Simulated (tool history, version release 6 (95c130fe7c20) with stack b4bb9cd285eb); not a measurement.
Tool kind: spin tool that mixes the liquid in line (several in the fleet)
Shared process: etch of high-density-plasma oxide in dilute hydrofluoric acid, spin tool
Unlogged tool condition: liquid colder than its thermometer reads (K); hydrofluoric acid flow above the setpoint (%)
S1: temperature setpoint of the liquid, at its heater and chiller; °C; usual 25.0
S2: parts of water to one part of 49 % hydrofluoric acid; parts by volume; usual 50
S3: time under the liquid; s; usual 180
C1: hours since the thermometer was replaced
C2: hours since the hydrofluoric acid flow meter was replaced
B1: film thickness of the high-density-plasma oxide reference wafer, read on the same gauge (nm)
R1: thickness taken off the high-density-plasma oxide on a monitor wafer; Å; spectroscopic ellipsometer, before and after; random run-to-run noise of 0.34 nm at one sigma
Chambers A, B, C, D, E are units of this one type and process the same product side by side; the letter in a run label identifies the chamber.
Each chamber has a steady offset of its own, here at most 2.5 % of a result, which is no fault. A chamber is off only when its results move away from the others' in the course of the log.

Run 1A, day 0.267: usual settings; C1 202.2; C2 318.1; B1 150.00. Result: R1 370.12 Å.
Run 2E, day 0.542: usual settings; C1 234.6; C2 1309.8; B1 150.01. Result: R1 373.95 Å.
Run 3C, day 0.783: usual settings; C1 983.0; C2 296.1; B1 149.98. Result: R1 380.34 Å.
Run 4D, day 0.983: usual settings; C1 75.7; C2 1345.5; B1 149.99. Result: R1 378.78 Å.
Run 5B, day 1.262: usual settings but S1 21.5 °C, S2 30 parts by volume; C1 787.9; C2 607.0; B1 149.99. Result: R1 575.27 Å.
Run 6A, day 1.600: usual settings but S1 21.5 °C, S2 30 parts by volume; C1 234.2; C2 350.1; B1 149.99. Result: R1 561.53 Å.
Run 7C, day 1.817: usual settings but S1 21.5 °C, S2 30 parts by volume; C1 1007.8; C2 320.9; B1 150.01. Result: R1 566.76 Å.
Run 8B, day 2.154: usual settings but S1 21.5 °C, S2 30 parts by volume; C1 809.3; C2 628.4; B1 149.97. Result: R1 582.95 Å.
At day 2.175: chamber C: thermometer replaced.
Run 9D, day 2.392: usual settings but S1 21.5 °C, S2 30 parts by volume; C1 109.5; C2 1379.3; B1 149.98. Result: R1 566.82 Å.
Run 10E, day 2.692: usual settings; C1 286.2; C2 1361.4; B1 150.02. Result: R1 376.22 Å.
Run 11A, day 2.888: usual settings; C1 265.1; C2 381.0; B1 150.00. Result: R1 379.03 Å.
Run 12C, day 3.146: usual settings; C1 23.3; C2 352.8; B1 149.98. Result: R1 381.87 Å.
Run 13D, day 3.296: usual settings; C1 131.2; C2 1401.0; B1 150.00. Result: R1 386.98 Å.
Run 14E, day 3.600: usual settings but S3 245 s; C1 308.0; C2 1383.2; B1 149.98. Result: R1 531.33 Å.
Run 15B, day 3.775: usual settings but S3 245 s; C1 848.2; C2 667.3; B1 150.00. Result: R1 521.95 Å.
Run 16E, day 4.062: usual settings but S3 245 s; C1 319.1; C2 1394.3; B1 150.02. Result: R1 532.99 Å.
Run 17D, day 4.350: usual settings but S3 245 s; C1 156.5; C2 1426.3; B1 150.00. Result: R1 521.44 Å.
Run 18B, day 4.671: usual settings but S3 245 s; C1 869.7; C2 688.8; B1 149.99. Result: R1 532.40 Å.
Run 19C, day 4.938: usual settings; C1 66.3; C2 395.8; B1 150.03. Result: R1 374.58 Å.
Run 20A, day 5.246: usual settings; C1 321.7; C2 437.6; B1 149.99. Result: R1 377.46 Å.
Run 21E, day 5.562: usual settings; C1 355.1; C2 1430.3; B1 150.00. Result: R1 397.24 Å.
Run 22A, day 5.846: usual settings; C1 336.1; C2 452.0; B1 149.98. Result: R1 377.79 Å.
At day 5.983: chamber B: hydrofluoric acid flow meter replaced.
Run 23D, day 6.088: usual settings but S1 22.5 °C, S2 65 parts by volume; C1 198.2; C2 1468.0; B1 149.98. Result: R1 263.28 Å.
Run 24C, day 6.383: usual settings but S1 22.5 °C, S2 65 parts by volume; C1 101.0; C2 430.5; B1 150.00. Result: R1 258.56 Å.
Run 25B, day 6.675: usual settings but S1 22.5 °C, S2 65 parts by volume; C1 917.8; C2 16.7; B1 150.00. Result: R1 262.72 Å.
Run 26D, day 6.867: usual settings but S1 22.5 °C, S2 65 parts by volume; C1 216.9; C2 1486.7; B1 150.02. Result: R1 265.29 Å.
Run 27E, day 7.067: usual settings but S1 22.5 °C, S2 65 parts by volume; C1 391.2; C2 1466.4; B1 150.00. Result: R1 278.42 Å.
Run 28C, day 7.288: usual settings; C1 122.7; C2 452.2; B1 150.00. Result: R1 369.01 Å.
Run 29B, day 7.517: usual settings; C1 938.0; C2 36.9; B1 149.99. Result: R1 388.28 Å.
Run 30A, day 7.779: usual settings; C1 382.5; C2 498.4; B1 149.98. Result: R1 380.37 Å.
Run 31C, day 8.050: usual settings; C1 141.0; C2 470.5; B1 149.98. Result: R1 380.76 Å.
Run 32E, day 8.204: usual settings; C1 418.5; C2 1493.7; B1 150.00. Result: R1 399.76 Å.
Run 33B, day 8.362: usual settings; C1 958.3; C2 57.2; B1 150.00. Result: R1 391.46 Å.

Decide between three cases: one chamber stands off from its peers, the gauge reading all wafers drifts, or nothing is wrong past each chamber's small offset. Where a chamber is off, say which and what most likely put it there.

It is chamber E that slowly wanders off from its peers.
Cause: hydrofluoric acid flow above the setpoint (%) = 6.02.
With only this log, it may be confused with: liquid hotter than its thermometer reads (K).

Which of the 4 candidates below, each the usual settings with something changed and its results left as question marks, puts chamber E back in line with what the other chambers give on the usual settings?
Counts as in line when no further than this from what the other chambers average on the usual settings: R1 12.00 Å
Run 34E-1, day 8.612: usual settings but S3 190 s. Result: R1 ?.
Run 34E-2, day 8.612: usual settings but S1 24.5 °C, S2 55 parts by volume. Result: R1 ?.
Run 34E-3, day 8.612: usual settings but S3 200 s. Result: R1 ?.
Run 34E-4, day 8.612: usual settings but S3 170 s. Result: R1 ?.

Mean of the other chambers on the usual settings: R1 381.66 Å
  run      R1
34E-1  428.82
34E-2  359.58
34E-3  451.39
34E-4  383.68
34E-4 puts the chamber back in line with the other chambers.
